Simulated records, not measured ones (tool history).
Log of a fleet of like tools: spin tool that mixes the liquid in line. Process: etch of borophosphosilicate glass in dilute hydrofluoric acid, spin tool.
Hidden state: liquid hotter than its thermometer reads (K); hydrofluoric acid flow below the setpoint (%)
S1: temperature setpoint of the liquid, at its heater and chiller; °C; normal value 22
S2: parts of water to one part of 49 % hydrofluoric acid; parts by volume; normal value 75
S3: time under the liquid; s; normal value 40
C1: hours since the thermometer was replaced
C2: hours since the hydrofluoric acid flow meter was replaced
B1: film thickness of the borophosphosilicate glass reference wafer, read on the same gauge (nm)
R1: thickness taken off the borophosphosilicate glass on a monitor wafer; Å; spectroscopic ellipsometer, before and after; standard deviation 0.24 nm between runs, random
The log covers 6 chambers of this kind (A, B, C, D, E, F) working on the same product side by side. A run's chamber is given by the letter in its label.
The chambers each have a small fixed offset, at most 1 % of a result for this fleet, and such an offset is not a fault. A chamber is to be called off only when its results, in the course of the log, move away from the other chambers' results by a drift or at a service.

run   hour  S1   S2  S3      C1      C2      B1      R1
 1D    6.3  22   75  40  1585.8  1864.2  100.01  324.18
 2A     12  22   75  40   547.4  1029.6     100  327.91
 3B   17.9  22   75  40   988.3  1163.2  99.985  322.47
 4C     24  22   75  40   631.3  1707.1  99.999  320.27
 5E   32.5  22   60  40   155.5   965.7  99.979  410.04
 6F   36.8  22   60  40    1019   146.6  100.02  417.53
      41.4  -- chamber A: hydrofluoric acid flow meter replaced
 7B   41.6  22   60  40    1012  1186.9     100  407.14
 8F   48.6  22   60  40  1030.8   158.4  99.948  404.74
 9C   53.5  22   60  40   660.8  1736.6  100.01   410.7
10D   58.8  22   60  40  1638.3  1916.7  99.963  412.48
11E   64.3  22   75  40   187.3   997.5  99.995  322.64
12A   68.4  22   75  40   603.8    27.1  100.02  328.65
      70.5  -- chamber D: hydrofluoric acid flow meter replaced
13B   72.7  22   75  40  1043.1    1218  99.986  330.64
14D   80.6  24   75  40  1660.1    10.2  100.02  353.24
15E   84.9  24   75  40   207.9  1018.1     100  348.54
16A   92.7  24   75  40   628.1    51.4  100.01  354.22
      94.3  -- chamber B: hydrofluoric acid flow meter replaced
17C     99  24   75  40   706.3  1782.1  99.972  350.43
18F    103  24   75  40  1085.2   212.8  99.964  352.92
19C  111.4  24   75  40   718.7  1794.5  100.02  350.91
20B  117.2  22   95  40  1087.6    22.9  99.985  258.72
21F  121.3  22   95  40  1103.5   231.1  100.04  250.09
22A  129.1  22   95  40   664.5    87.8  99.988  248.99
23E  138.1  22   95  40   261.1  1071.3  99.999  246.53
24D  143.8  22   95  40  1723.3    73.4  99.953  249.15
25E  150.3  22   95  40   273.3  1083.5     100  244.93
26A  155.5  22   75  40   690.9   114.2  100.02  328.59
27F  163.9  22  105  20  1146.1   273.7  99.996   112.7
28B  170.2  22  105  20  1140.6    75.9  99.976  118.61
29C  175.1  22  105  20   782.4  1858.2  99.992  111.54
30D  181.3  22  105  20  1760.8   110.9  99.977  110.35
31D    189  22  105  20  1768.5   118.6  99.982  110.79
32C    198  22  105  20   805.3  1881.1     100  112.41
33E  203.4  22   75  40   326.4  1136.6  100.02  321.72
34B  209.4  26   75  40  1179.8   115.1  99.974  408.25
35A  215.9  26   75  40   751.3   174.6  99.991  385.15
36F  224.4  26   75  40  1206.6   334.2  100.04  382.86

Does one chamber stand apart from the rest, does the shared gauge drift, or is all well apart from small per-chamber offsets? Give the chamber and the most likely cause, where there is one.

It is chamber B that slowly wanders off from its peers.
Most likely cause: liquid hotter than its thermometer reads (K) = 2.11.

Below are 4 candidate recipes for chamber B's next run, each the usual settings with a change, their results shown as question marks. Which of them brings B's results back in line with what the other chambers give on the usual settings?
Allowed miss from the other chambers' usual-settings mean, per result, to count as in line: R1 8.2 Å
37B-1  231.1  24  75  40               ?
37B-2  231.1  20  75  40               ?
37B-3  231.1  18  75  40               ?
37B-4  231.1  22  65  40               ?

What the other chambers average on the usual settings: R1 324.41 Å
  run      R1
37B-1  382.06
37B-2  325.41
37B-3  299.71
37B-4  413.43
The right change is 37B-2: it brings the chamber back within the allowed miss of the others.
